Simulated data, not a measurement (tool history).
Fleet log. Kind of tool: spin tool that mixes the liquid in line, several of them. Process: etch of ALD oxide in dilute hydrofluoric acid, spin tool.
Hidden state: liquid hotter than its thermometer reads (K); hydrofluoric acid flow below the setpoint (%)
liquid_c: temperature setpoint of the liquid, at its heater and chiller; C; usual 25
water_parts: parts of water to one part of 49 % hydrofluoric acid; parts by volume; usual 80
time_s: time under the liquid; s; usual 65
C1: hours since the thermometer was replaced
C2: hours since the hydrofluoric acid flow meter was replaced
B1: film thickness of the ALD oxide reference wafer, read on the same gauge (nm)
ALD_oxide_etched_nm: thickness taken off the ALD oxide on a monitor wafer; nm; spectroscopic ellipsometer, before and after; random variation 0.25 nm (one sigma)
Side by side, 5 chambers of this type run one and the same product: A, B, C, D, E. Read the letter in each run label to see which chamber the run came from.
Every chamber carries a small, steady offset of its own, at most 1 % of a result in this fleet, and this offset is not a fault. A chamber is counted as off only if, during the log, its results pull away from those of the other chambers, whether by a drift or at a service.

{"run": "1C", "hour": 2.5, "liquid_c": 25, "water_parts": 80, "time_s": 65, "C1": 193.4, "C2": 94.4, "B1": 60.001, "ALD_oxide_etched_nm": 25.538}
{"run": "2A", "hour": 4.7, "liquid_c": 25, "water_parts": 80, "time_s": 65, "C1": 1141.2, "C2": 17.9, "B1": 59.977, "ALD_oxide_etched_nm": 25.431}
{"run": "3E", "hour": 8.7, "liquid_c": 25, "water_parts": 80, "time_s": 65, "C1": 451.1, "C2": 1284.8, "B1": 59.997, "ALD_oxide_etched_nm": 25.641}
{"run": "4D", "hour": 12.5, "liquid_c": 25, "water_parts": 80, "time_s": 65, "C1": 1616.6, "C2": 158.6, "B1": 59.999, "ALD_oxide_etched_nm": 26.205}
{"run": "5B", "hour": 15.0, "liquid_c": 25, "water_parts": 80, "time_s": 65, "C1": 509.9, "C2": 965.1, "B1": 60.013, "ALD_oxide_etched_nm": 25.543}
{"run": "6B", "hour": 17.2, "liquid_c": 25, "water_parts": 80, "time_s": 65, "C1": 512.1, "C2": 967.3, "B1": 60.015, "ALD_oxide_etched_nm": 25.782}
{"run": "7A", "hour": 21.3, "liquid_c": 25, "water_parts": 80, "time_s": 65, "C1": 1157.8, "C2": 34.5, "B1": 59.992, "ALD_oxide_etched_nm": 25.572}
{"run": "8D", "hour": 23.9, "liquid_c": 25, "water_parts": 80, "time_s": 65, "C1": 1628, "C2": 170, "B1": 59.965, "ALD_oxide_etched_nm": 26.078}
{"run": "9C", "hour": 28.1, "liquid_c": 25, "water_parts": 80, "time_s": 65, "C1": 219, "C2": 120, "B1": 59.994, "ALD_oxide_etched_nm": 25.831}
{"run": "10E", "hour": 31.7, "liquid_c": 23.5, "water_parts": 80, "time_s": 65, "C1": 474.1, "C2": 1307.8, "B1": 59.996, "ALD_oxide_etched_nm": 24.314}
{"run": "11A", "hour": 34.2, "liquid_c": 23.5, "water_parts": 80, "time_s": 65, "C1": 1170.7, "C2": 47.4, "B1": 59.971, "ALD_oxide_etched_nm": 24.828}
{"run": "12B", "hour": 38.2, "liquid_c": 23.5, "water_parts": 80, "time_s": 65, "C1": 533.1, "C2": 988.3, "B1": 60.004, "ALD_oxide_etched_nm": 24.107}
{"run": "13E", "hour": 41.6, "liquid_c": 23.5, "water_parts": 80, "time_s": 65, "C1": 484, "C2": 1317.7, "B1": 59.995, "ALD_oxide_etched_nm": 24.089}
{"run": "14D", "hour": 43.8, "liquid_c": 23.5, "water_parts": 80, "time_s": 65, "C1": 1647.9, "C2": 189.9, "B1": 59.988, "ALD_oxide_etched_nm": 24.62}
{"run": "15C", "hour": 47.5, "liquid_c": 25, "water_parts": 80, "time_s": 65, "C1": 238.4, "C2": 139.4, "B1": 59.982, "ALD_oxide_etched_nm": 26.283}
{"run": "16D", "hour": 50.3, "liquid_c": 25, "water_parts": 80, "time_s": 65, "C1": 1654.4, "C2": 196.4, "B1": 60.014, "ALD_oxide_etched_nm": 25.718}
{"run": "17E", "hour": 52.7, "liquid_c": 25, "water_parts": 80, "time_s": 65, "C1": 495.1, "C2": 1328.8, "B1": 60, "ALD_oxide_etched_nm": 26.137}
{"run": "18C", "hour": 54.8, "liquid_c": 25, "water_parts": 80, "time_s": 65, "C1": 245.7, "C2": 146.7, "B1": 59.983, "ALD_oxide_etched_nm": 25.809}
{"run": "19A", "hour": 57.4, "liquid_c": 25, "water_parts": 50, "time_s": 105, "C1": 1193.9, "C2": 70.6, "B1": 60.004, "ALD_oxide_etched_nm": 71.934}
{"run": "20B", "hour": 61.8, "liquid_c": 25, "water_parts": 50, "time_s": 105, "C1": 556.7, "C2": 1011.9, "B1": 60.012, "ALD_oxide_etched_nm": 70.613}
{"run": "21D", "hour": 64.6, "liquid_c": 25, "water_parts": 50, "time_s": 105, "C1": 1668.7, "C2": 210.7, "B1": 59.99, "ALD_oxide_etched_nm": 70.141}
{"run": "22E", "hour": 67.8, "liquid_c": 25, "water_parts": 50, "time_s": 105, "C1": 510.2, "C2": 1343.9, "B1": 59.97, "ALD_oxide_etched_nm": 69.177}
{"run": "23A", "hour": 70.0, "liquid_c": 25, "water_parts": 50, "time_s": 105, "C1": 1206.5, "C2": 83.2, "B1": 60, "ALD_oxide_etched_nm": 70.8}
{"run": "24B", "hour": 73.9, "liquid_c": 25, "water_parts": 80, "time_s": 65, "C1": 568.8, "C2": 1024, "B1": 60.013, "ALD_oxide_etched_nm": 25.701}
{"run": "25C", "hour": 77.5, "liquid_c": 25, "water_parts": 80, "time_s": 65, "C1": 268.4, "C2": 169.4, "B1": 59.996, "ALD_oxide_etched_nm": 25.641}
{"run": "26E", "hour": 80.3, "liquid_c": 25, "water_parts": 80, "time_s": 65, "C1": 522.7, "C2": 1356.4, "B1": 60.002, "ALD_oxide_etched_nm": 25.554}
{"run": "27A", "hour": 84.6, "liquid_c": 25, "water_parts": 80, "time_s": 65, "C1": 1221.1, "C2": 97.8, "B1": 59.985, "ALD_oxide_etched_nm": 27.098}
{"run": "28D", "hour": 88.1, "liquid_c": 25, "water_parts": 80, "time_s": 65, "C1": 1692.2, "C2": 234.2, "B1": 59.983, "ALD_oxide_etched_nm": 26.185}
{"run": "29B", "hour": 91.0, "liquid_c": 25, "water_parts": 80, "time_s": 65, "C1": 585.9, "C2": 1041.1, "B1": 59.999, "ALD_oxide_etched_nm": 25.443}
{"run": "30C", "hour": 95.0, "liquid_c": 25, "water_parts": 80, "time_s": 65, "C1": 285.9, "C2": 186.9, "B1": 60.004, "ALD_oxide_etched_nm": 25.393}

Is one chamber off against the others, does the gauge drift, or is nothing wrong? If a chamber is off, say which, and what the likeliest cause is.

One chamber, A, drifts off from the rest bit by bit.
Most likely cause: liquid hotter than its thermometer reads (K) = 1.36.
It could be hard to tell apart here from: hydrofluoric acid flow above the setpoint (%).

Which of the 4 candidates below, each the usual settings with something changed and its results left as question marks, puts chamber A back in line with what the other chambers give on the usual settings?
Allowed miss from the other chambers' usual-settings mean, per result, to count as in line: ALD_oxide_etched_nm 0.89 nm
{"run": "31A-1", "hour": 98.2, "liquid_c": 26, "water_parts": 80, "time_s": 65, "ALD_oxide_etched_nm": "?"}
{"run": "31A-2", "hour": 98.2, "liquid_c": 28, "water_parts": 80, "time_s": 65, "ALD_oxide_etched_nm": "?"}
{"run": "31A-3", "hour": 98.2, "liquid_c": 24.5, "water_parts": 80, "time_s": 60, "ALD_oxide_etched_nm": "?"}
{"run": "31A-4", "hour": 98.2, "liquid_c": 24, "water_parts": 80, "time_s": 65, "ALD_oxide_etched_nm": "?"}

On the usual settings, the other chambers give on average: ALD_oxide_etched_nm 25.723 nm
run=31A-1 ALD_oxide_etched_nm=27.897
run=31A-2 ALD_oxide_etched_nm=30.143
run=31A-3 ALD_oxide_etched_nm=24.286
run=31A-4 ALD_oxide_etched_nm=25.794
The right change is 31A-4: it brings the chamber back within the allowed miss of the others.
